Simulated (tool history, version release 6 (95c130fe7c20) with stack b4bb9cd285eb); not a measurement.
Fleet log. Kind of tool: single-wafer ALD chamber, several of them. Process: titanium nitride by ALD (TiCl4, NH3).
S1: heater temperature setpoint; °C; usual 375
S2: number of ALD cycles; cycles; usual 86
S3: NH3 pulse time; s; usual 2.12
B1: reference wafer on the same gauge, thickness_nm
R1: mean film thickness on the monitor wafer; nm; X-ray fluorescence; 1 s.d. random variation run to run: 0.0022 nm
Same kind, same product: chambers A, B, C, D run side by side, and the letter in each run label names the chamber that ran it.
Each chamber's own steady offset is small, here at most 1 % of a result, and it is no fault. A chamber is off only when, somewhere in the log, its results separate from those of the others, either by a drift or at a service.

Run 1A, hour 10.9: usual settings; B1 1.5507. Result: R1 1.8679 nm.
Run 2D, hour 19.9: usual settings; B1 1.5509. Result: R1 1.8537 nm.
At hour 22.2: chamber B: thermocouple changed; heater temperature recalibrated.
Run 3C, hour 26.4: usual settings; B1 1.5505. Result: R1 1.8514 nm.
Run 4B, hour 36.0: usual settings; B1 1.5511. Result: R1 1.8555 nm.
Run 5D, hour 43.3: usual settings; B1 1.5513. Result: R1 1.8610 nm.
Run 6A, hour 54.8: usual settings; B1 1.5517. Result: R1 1.8665 nm.
Run 7C, hour 61.3: usual settings but S2 74 cycles; B1 1.5513. Result: R1 1.5928 nm.
Run 8B, hour 69.1: usual settings but S2 74 cycles; B1 1.5517. Result: R1 1.5962 nm.
Run 9D, hour 75.9: usual settings but S2 74 cycles; B1 1.5521. Result: R1 1.6009 nm.
Run 10C, hour 90.6: usual settings but S2 74 cycles; B1 1.5531. Result: R1 1.5941 nm.
Run 11A, hour 104.1: usual settings; B1 1.5532. Result: R1 1.8703 nm.
Run 12B, hour 113.0: usual settings but S1 387 °C; B1 1.5538. Result: R1 1.8782 nm.
Run 13B, hour 122.5: usual settings but S1 387 °C; B1 1.5539. Result: R1 1.8814 nm.
Run 14C, hour 131.2: usual settings but S1 387 °C; B1 1.5544. Result: R1 1.8784 nm.
Run 15D, hour 138.7: usual settings but S1 387 °C; B1 1.5547. Result: R1 1.8853 nm.
Run 16A, hour 149.2: usual settings; B1 1.5551. Result: R1 1.8751 nm.
Run 17A, hour 159.4: usual settings; B1 1.5554. Result: R1 1.8686 nm.
Run 18B, hour 166.3: usual settings but S3 1.36 s; B1 1.5557. Result: R1 1.8052 nm.
Run 19D, hour 176.6: usual settings but S3 1.36 s; B1 1.5563. Result: R1 1.8087 nm.
Run 20C, hour 187.0: usual settings but S3 1.36 s; B1 1.5561. Result: R1 1.8017 nm.
Run 21D, hour 199.6: usual settings but S3 1.36 s; B1 1.5563. Result: R1 1.8072 nm.
Run 22B, hour 210.3: usual settings; B1 1.5566. Result: R1 1.8643 nm.
Run 23C, hour 217.9: usual settings; B1 1.5574. Result: R1 1.8537 nm.
Run 24A, hour 229.3: usual settings; B1 1.5580. Result: R1 1.8735 nm.

Predict what each chamber gives when all 4 of them run the settings below next.
Run 25A, hour 240.1: usual settings. Result: R1 ?.
Run 25B, hour 240.1: usual settings. Result: R1 ?.
Run 25C, hour 240.1: usual settings. Result: R1 ?.
Run 25D, hour 240.1: usual settings. Result: R1 ?.

run      R1
25A  1.8761
25B  1.8659
25C  1.8569
25D  1.8686
